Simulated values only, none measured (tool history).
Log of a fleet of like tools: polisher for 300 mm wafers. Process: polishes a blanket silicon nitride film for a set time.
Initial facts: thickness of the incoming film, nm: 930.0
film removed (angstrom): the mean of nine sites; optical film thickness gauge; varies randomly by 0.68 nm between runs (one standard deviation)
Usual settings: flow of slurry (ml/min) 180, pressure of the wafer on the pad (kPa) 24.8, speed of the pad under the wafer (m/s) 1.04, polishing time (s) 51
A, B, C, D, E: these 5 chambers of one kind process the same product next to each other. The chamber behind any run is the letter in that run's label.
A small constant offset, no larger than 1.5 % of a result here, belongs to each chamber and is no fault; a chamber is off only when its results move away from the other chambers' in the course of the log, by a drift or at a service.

run	hour	flow of slurry (ml/min)	pressure of the wafer on the pad (kPa)	speed of the pad under the wafer (m/s)	polishing time (s)	wafers polished on this pad	hours since the slurry nozzle was cleaned	hours since the head pressure was calibrated	film removed (angstrom)
# hour 6.4: chamber E: worn pad replaced by a new one
1E	13.3	180	24.8	1.04	51	92	83.4	373.8	752.62
2B	23.1	180	24.8	1.04	51	1169	386.0	86.9	766.17
# hour 24.5: chamber B: worn pad replaced by a new one
3A	32.9	180	24.8	1.04	51	941	612.4	433.4	768.15
# hour 35.6: chamber A: head pressure recalibrated
4D	42.6	180	24.8	1.04	51	669	164.9	641.8	756.42
5C	50.5	180	24.8	1.04	51	782	210.9	358.8	780.08
# hour 54.8: chamber A: slurry nozzle cleaned
# hour 56.7: chamber A: worn pad replaced by a new one
6E	57.0	180	24.8	1.04	51	674	127.1	417.5	765.08
# hour 67.4: chamber C: worn pad replaced by a new one
7B	69.0	180	24.8	1.04	51	593	431.9	132.8	774.58
8D	82.9	180	24.8	1.04	51	1206	205.2	682.1	772.83
# hour 92.5: chamber D: worn pad replaced by a new one
# hour 94.0: chamber E: worn pad replaced by a new one
9A	96.5	180	24.8	1.04	51	530	41.7	60.9	765.87
10C	104.2	180	24.8	1.04	51	491	264.6	412.5	772.98
11E	114.2	180	24.8	1.04	51	269	184.3	474.7	755.15
# hour 120.6: chamber B: worn pad replaced by a new one
12A	123.1	180	24.8	1.04	51	884	68.3	87.5	758.99
# hour 128.0: chamber D: slurry nozzle cleaned
# hour 130.1: chamber A: worn pad replaced by a new one
13D	134.7	180	24.8	1.04	51	562	6.7	733.9	768.37
# hour 140.7: chamber C: worn pad replaced by a new one
14B	142.2	180	24.8	0.90	51	288	505.1	206.0	675.69
# hour 149.8: chamber C: head pressure recalibrated
15C	150.0	180	24.8	0.90	51	124	310.4	0.3	626.10
16E	159.7	180	24.8	0.90	51	875	229.8	520.2	667.18
# hour 164.7: chamber E: worn pad replaced by a new one
17C	171.1	180	24.8	0.90	51	405	331.5	21.4	616.49
18B	185.6	180	24.8	0.90	51	867	548.5	249.4	675.08
# hour 185.8: chamber D: worn pad replaced by a new one
# hour 187.3: chamber D: head pressure recalibrated
19D	197.9	180	24.8	1.04	51	161	69.9	10.7	759.14
# hour 206.2: chamber B: worn pad replaced by a new one
20A	209.1	180	24.8	1.04	51	1052	154.3	173.5	764.41
# hour 213.8: chamber A: worn pad replaced by a new one
# hour 214.1: chamber B: slurry nozzle cleaned
21B	218.0	180	24.8	1.04	51	157	3.9	281.8	766.55
# hour 219.1: chamber C: worn pad replaced by a new one
22A	231.9	180	24.8	1.04	51	241	177.1	196.3	768.78
# hour 236.4: chamber E: worn pad replaced by a new one
23D	240.5	180	24.8	1.04	51	729	112.5	53.3	771.28
24C	249.9	180	24.8	1.04	51	410	410.3	100.2	688.35
# hour 255.4: chamber C: slurry nozzle cleaned
25E	264.0	180	24.8	1.04	51	368	334.1	624.5	756.20
26B	275.5	180	24.8	1.04	51	923	61.4	339.3	768.37
# hour 282.3: chamber D: worn pad replaced by a new one
27A	287.5	180	24.8	1.04	51	981	232.7	251.9	758.07
# hour 292.1: chamber B: worn pad replaced by a new one
28C	296.0	180	29.6	1.04	68	1024	40.7	146.3	1099.40
# hour 303.6: chamber E: worn pad replaced by a new one
29D	309.6	180	29.6	1.04	68	364	181.6	122.4	1229.80
30E	321.4	180	29.6	1.04	68	237	391.5	681.9	1196.90
31B	332.7	180	29.6	1.04	68	541	118.6	396.5	1219.40
32E	345.7	180	29.6	1.04	68	561	415.8	706.2	1202.90

Predict what each chamber gives when all 5 of them run the settings below next.
33A	356.0	180	24.8	1.04	51				?
33B	356.0	180	24.8	1.04	51				?
33C	356.0	180	24.8	1.04	51				?
33D	356.0	180	24.8	1.04	51				?
33E	356.0	180	24.8	1.04	51				?

run	film removed (angstrom)
33A	759.51
33B	755.56
33C	686.32
33D	781.11
33E	754.23
